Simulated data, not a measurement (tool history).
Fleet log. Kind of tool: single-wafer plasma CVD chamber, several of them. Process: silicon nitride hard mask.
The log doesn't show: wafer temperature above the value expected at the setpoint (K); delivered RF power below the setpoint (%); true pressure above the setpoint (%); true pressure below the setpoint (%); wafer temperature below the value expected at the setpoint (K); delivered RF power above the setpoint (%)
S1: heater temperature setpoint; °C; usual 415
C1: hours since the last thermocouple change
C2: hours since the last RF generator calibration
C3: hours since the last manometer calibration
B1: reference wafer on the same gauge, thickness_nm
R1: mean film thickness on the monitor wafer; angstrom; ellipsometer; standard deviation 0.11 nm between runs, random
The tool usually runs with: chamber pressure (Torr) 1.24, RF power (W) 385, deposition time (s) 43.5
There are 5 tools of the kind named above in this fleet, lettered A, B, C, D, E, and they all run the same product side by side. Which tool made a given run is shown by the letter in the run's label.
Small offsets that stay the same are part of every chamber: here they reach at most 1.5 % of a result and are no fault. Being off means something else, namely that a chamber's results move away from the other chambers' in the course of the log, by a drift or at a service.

{"hour": 14.1, "done": "chamber B: RF generator calibrated"}
{"run": "1C", "hour": 16.0, "S1": 415, "chamber pressure (Torr)": 1.24, "RF power (W)": 385, "deposition time (s)": 43.5, "C1": 832.3, "C2": 568.8, "C3": 2446.8, "B1": 46.504, "R1": 532.78}
{"run": "2D", "hour": 32.1, "S1": 415, "chamber pressure (Torr)": 1.24, "RF power (W)": 385, "deposition time (s)": 43.5, "C1": 40.5, "C2": 598.2, "C3": 71.6, "B1": 46.517, "R1": 541.59}
{"run": "3A", "hour": 44.6, "S1": 415, "chamber pressure (Torr)": 1.24, "RF power (W)": 385, "deposition time (s)": 43.5, "C1": 211.7, "C2": 556.0, "C3": 1927.4, "B1": 46.513, "R1": 541.2}
{"run": "4E", "hour": 54.5, "S1": 415, "chamber pressure (Torr)": 1.24, "RF power (W)": 385, "deposition time (s)": 43.5, "C1": 650.3, "C2": 2311.7, "C3": 962.6, "B1": 46.506, "R1": 540.26}
{"run": "5B", "hour": 63.4, "S1": 415, "chamber pressure (Torr)": 1.24, "RF power (W)": 385, "deposition time (s)": 43.5, "C1": 496.4, "C2": 49.4, "C3": 1509.2, "B1": 46.499, "R1": 538.11}
{"run": "6B", "hour": 71.1, "S1": 415, "chamber pressure (Torr)": 1.24, "RF power (W)": 385, "deposition time (s)": 43.5, "C1": 504.1, "C2": 57.1, "C3": 1516.9, "B1": 46.506, "R1": 538.38}
{"run": "7A", "hour": 85.6, "S1": 415, "chamber pressure (Torr)": 1.39, "RF power (W)": 385, "deposition time (s)": 43.5, "C1": 252.7, "C2": 597.0, "C3": 1968.4, "B1": 46.495, "R1": 560.31}
{"run": "8E", "hour": 99.7, "S1": 415, "chamber pressure (Torr)": 1.39, "RF power (W)": 385, "deposition time (s)": 43.5, "C1": 695.5, "C2": 2356.9, "C3": 1007.8, "B1": 46.51, "R1": 558.3}
{"run": "9D", "hour": 114.6, "S1": 415, "chamber pressure (Torr)": 1.39, "RF power (W)": 385, "deposition time (s)": 43.5, "C1": 123.0, "C2": 680.7, "C3": 154.1, "B1": 46.485, "R1": 560.37}
{"run": "10C", "hour": 125.2, "S1": 415, "chamber pressure (Torr)": 1.39, "RF power (W)": 385, "deposition time (s)": 43.5, "C1": 941.5, "C2": 678.0, "C3": 2556.0, "B1": 46.481, "R1": 554.06}
{"run": "11A", "hour": 141.2, "S1": 415, "chamber pressure (Torr)": 1.39, "RF power (W)": 385, "deposition time (s)": 43.5, "C1": 308.3, "C2": 652.6, "C3": 2024.0, "B1": 46.499, "R1": 562.07}
{"run": "12C", "hour": 148.5, "S1": 415, "chamber pressure (Torr)": 1.24, "RF power (W)": 385, "deposition time (s)": 43.5, "C1": 964.8, "C2": 701.3, "C3": 2579.3, "B1": 46.51, "R1": 535.31}
{"run": "13D", "hour": 156.2, "S1": 415, "chamber pressure (Torr)": 1.24, "RF power (W)": 385, "deposition time (s)": 43.5, "C1": 164.6, "C2": 722.3, "C3": 195.7, "B1": 46.47, "R1": 540.93}
{"run": "14E", "hour": 169.7, "S1": 415, "chamber pressure (Torr)": 1.24, "RF power (W)": 385, "deposition time (s)": 43.5, "C1": 765.5, "C2": 2426.9, "C3": 1077.8, "B1": 46.505, "R1": 543.16}
{"run": "15B", "hour": 177.7, "S1": 415, "chamber pressure (Torr)": 1.24, "RF power (W)": 385, "deposition time (s)": 43.5, "C1": 610.7, "C2": 163.7, "C3": 1623.5, "B1": 46.471, "R1": 539.08}
{"run": "16E", "hour": 185.1, "S1": 415, "chamber pressure (Torr)": 1.24, "RF power (W)": 385, "deposition time (s)": 43.5, "C1": 780.9, "C2": 2442.3, "C3": 1093.2, "B1": 46.499, "R1": 541.95}
{"run": "17B", "hour": 195.9, "S1": 415, "chamber pressure (Torr)": 1.24, "RF power (W)": 385, "deposition time (s)": 43.5, "C1": 628.9, "C2": 181.9, "C3": 1641.7, "B1": 46.49, "R1": 538.71}
{"hour": 202.0, "done": "chamber C: capacitance manometer re-zeroed and calibrated"}
{"run": "18D", "hour": 206.9, "S1": 415, "chamber pressure (Torr)": 1.24, "RF power (W)": 385, "deposition time (s)": 43.5, "C1": 215.3, "C2": 773.0, "C3": 246.4, "B1": 46.532, "R1": 542.53}
{"run": "19A", "hour": 216.4, "S1": 415, "chamber pressure (Torr)": 1.12, "RF power (W)": 385, "deposition time (s)": 39.6, "C1": 383.5, "C2": 727.8, "C3": 2099.2, "B1": 46.518, "R1": 476.85}
{"run": "20C", "hour": 232.0, "S1": 415, "chamber pressure (Torr)": 1.12, "RF power (W)": 385, "deposition time (s)": 39.6, "C1": 1048.3, "C2": 784.8, "C3": 30.0, "B1": 46.503, "R1": 460.54}
{"run": "21E", "hour": 246.9, "S1": 415, "chamber pressure (Torr)": 1.12, "RF power (W)": 385, "deposition time (s)": 39.6, "C1": 842.7, "C2": 2504.1, "C3": 1155.0, "B1": 46.497, "R1": 477.43}
{"run": "22D", "hour": 259.0, "S1": 415, "chamber pressure (Torr)": 1.12, "RF power (W)": 385, "deposition time (s)": 39.6, "C1": 267.4, "C2": 825.1, "C3": 298.5, "B1": 46.516, "R1": 478.58}
{"hour": 269.3, "done": "chamber C: thermocouple changed; heater temperature recalibrated"}
{"hour": 270.6, "done": "chamber E: RF generator calibrated"}
{"run": "23A", "hour": 271.7, "S1": 415, "chamber pressure (Torr)": 1.12, "RF power (W)": 385, "deposition time (s)": 39.6, "C1": 438.8, "C2": 783.1, "C3": 2154.5, "B1": 46.509, "R1": 477.01}
{"run": "24B", "hour": 288.3, "S1": 415, "chamber pressure (Torr)": 1.24, "RF power (W)": 385, "deposition time (s)": 43.5, "C1": 721.3, "C2": 274.3, "C3": 1734.1, "B1": 46.487, "R1": 538.53}
{"run": "25C", "hour": 300.4, "S1": 415, "chamber pressure (Torr)": 1.24, "RF power (W)": 385, "deposition time (s)": 43.5, "C1": 31.2, "C2": 853.2, "C3": 98.4, "B1": 46.506, "R1": 520.74}
{"run": "26C", "hour": 311.2, "S1": 415, "chamber pressure (Torr)": 1.24, "RF power (W)": 385, "deposition time (s)": 43.5, "C1": 42.0, "C2": 864.0, "C3": 109.2, "B1": 46.501, "R1": 523.77}
{"run": "27D", "hour": 326.7, "S1": 415, "chamber pressure (Torr)": 1.24, "RF power (W)": 385, "deposition time (s)": 43.5, "C1": 335.1, "C2": 892.8, "C3": 366.2, "B1": 46.501, "R1": 539.77}
{"run": "28E", "hour": 337.9, "S1": 415, "chamber pressure (Torr)": 1.24, "RF power (W)": 385, "deposition time (s)": 43.5, "C1": 933.7, "C2": 67.4, "C3": 1246.0, "B1": 46.507, "R1": 540.79}
{"run": "29B", "hour": 351.6, "S1": 415, "chamber pressure (Torr)": 1.24, "RF power (W)": 385, "deposition time (s)": 43.5, "C1": 784.6, "C2": 337.6, "C3": 1797.4, "B1": 46.503, "R1": 539.22}
{"hour": 355.4, "done": "chamber E: thermocouple changed; heater temperature recalibrated"}
{"run": "30A", "hour": 366.7, "S1": 415, "chamber pressure (Torr)": 1.24, "RF power (W)": 385, "deposition time (s)": 43.5, "C1": 533.8, "C2": 878.1, "C3": 2249.5, "B1": 46.493, "R1": 540.62}
{"run": "31D", "hour": 377.1, "S1": 415, "chamber pressure (Torr)": 1.24, "RF power (W)": 385, "deposition time (s)": 43.5, "C1": 385.5, "C2": 943.2, "C3": 416.6, "B1": 46.484, "R1": 540.63}
{"run": "32E", "hour": 388.6, "S1": 415, "chamber pressure (Torr)": 1.24, "RF power (W)": 385, "deposition time (s)": 43.5, "C1": 33.2, "C2": 118.1, "C3": 1296.7, "B1": 46.503, "R1": 538.22}
{"run": "33A", "hour": 399.0, "S1": 415, "chamber pressure (Torr)": 1.24, "RF power (W)": 385, "deposition time (s)": 43.5, "C1": 566.1, "C2": 910.4, "C3": 2281.8, "B1": 46.513, "R1": 539.81}
{"run": "34B", "hour": 415.7, "S1": 415, "chamber pressure (Torr)": 1.24, "RF power (W)": 385, "deposition time (s)": 43.5, "C1": 848.7, "C2": 401.7, "C3": 1861.5, "B1": 46.491, "R1": 541.17}
{"hour": 424.8, "done": "chamber D: RF generator calibrated"}
{"run": "35C", "hour": 426.6, "S1": 407, "chamber pressure (Torr)": 1.24, "RF power (W)": 385, "deposition time (s)": 43.5, "C1": 157.4, "C2": 979.4, "C3": 224.6, "B1": 46.477, "R1": 522.12}
{"run": "36B", "hour": 437.3, "S1": 407, "chamber pressure (Torr)": 1.24, "RF power (W)": 385, "deposition time (s)": 43.5, "C1": 870.3, "C2": 423.3, "C3": 1883.1, "B1": 46.492, "R1": 540.08}
{"run": "37E", "hour": 447.3, "S1": 407, "chamber pressure (Torr)": 1.24, "RF power (W)": 385, "deposition time (s)": 43.5, "C1": 91.9, "C2": 176.8, "C3": 1355.4, "B1": 46.502, "R1": 541.11}
{"run": "38D", "hour": 463.2, "S1": 407, "chamber pressure (Torr)": 1.24, "RF power (W)": 385, "deposition time (s)": 43.5, "C1": 471.6, "C2": 38.4, "C3": 502.7, "B1": 46.519, "R1": 544.49}
{"run": "39A", "hour": 477.7, "S1": 407, "chamber pressure (Torr)": 1.24, "RF power (W)": 385, "deposition time (s)": 43.5, "C1": 644.8, "C2": 989.1, "C3": 2360.5, "B1": 46.499, "R1": 542.91}
{"run": "40C", "hour": 493.7, "S1": 415, "chamber pressure (Torr)": 1.24, "RF power (W)": 385, "deposition time (s)": 43.5, "C1": 224.5, "C2": 1046.5, "C3": 291.7, "B1": 46.509, "R1": 522.82}
{"run": "41E", "hour": 509.5, "S1": 415, "chamber pressure (Torr)": 1.24, "RF power (W)": 385, "deposition time (s)": 43.5, "C1": 154.1, "C2": 239.0, "C3": 1417.6, "B1": 46.482, "R1": 540.56}

Decide between three cases: one chamber stands off from its peers, the gauge reading all wafers drifts, or nothing is wrong past each chamber's small offset. Where a chamber is off, say which and what most likely put it there.

A service on chamber C put it out of line with the rest.
Cause: true pressure below the setpoint (%) = 6.44.

Below are 4 candidate recipes for chamber C's next run, each the usual settings with a change, their results shown as question marks. Which of them brings C's results back in line with what the other chambers give on the usual settings?
Counts as in line when no further than this from what the other chambers average on the usual settings: R1 4.30 angstrom
{"run": "42C-1", "hour": 521.4, "S1": 415, "chamber pressure (Torr)": 1.24, "RF power (W)": 380, "deposition time (s)": 42.4, "R1": "?"}
{"run": "42C-2", "hour": 521.4, "S1": 415, "chamber pressure (Torr)": 1.24, "RF power (W)": 385, "deposition time (s)": 42.8, "R1": "?"}
{"run": "42C-3", "hour": 521.4, "S1": 415, "chamber pressure (Torr)": 1.26, "RF power (W)": 390, "deposition time (s)": 43.5, "R1": "?"}
{"run": "42C-4", "hour": 521.4, "S1": 415, "chamber pressure (Torr)": 1.25, "RF power (W)": 390, "deposition time (s)": 44.5, "R1": "?"}

The other chambers' mean on the usual settings: R1 540.64 angstrom
run=42C-1 R1=505.02
run=42C-2 R1=514.02
run=42C-3 R1=529.32
run=42C-4 R1=540.13
Change 42C-4 lands the chamber within the allowed miss of the other chambers.

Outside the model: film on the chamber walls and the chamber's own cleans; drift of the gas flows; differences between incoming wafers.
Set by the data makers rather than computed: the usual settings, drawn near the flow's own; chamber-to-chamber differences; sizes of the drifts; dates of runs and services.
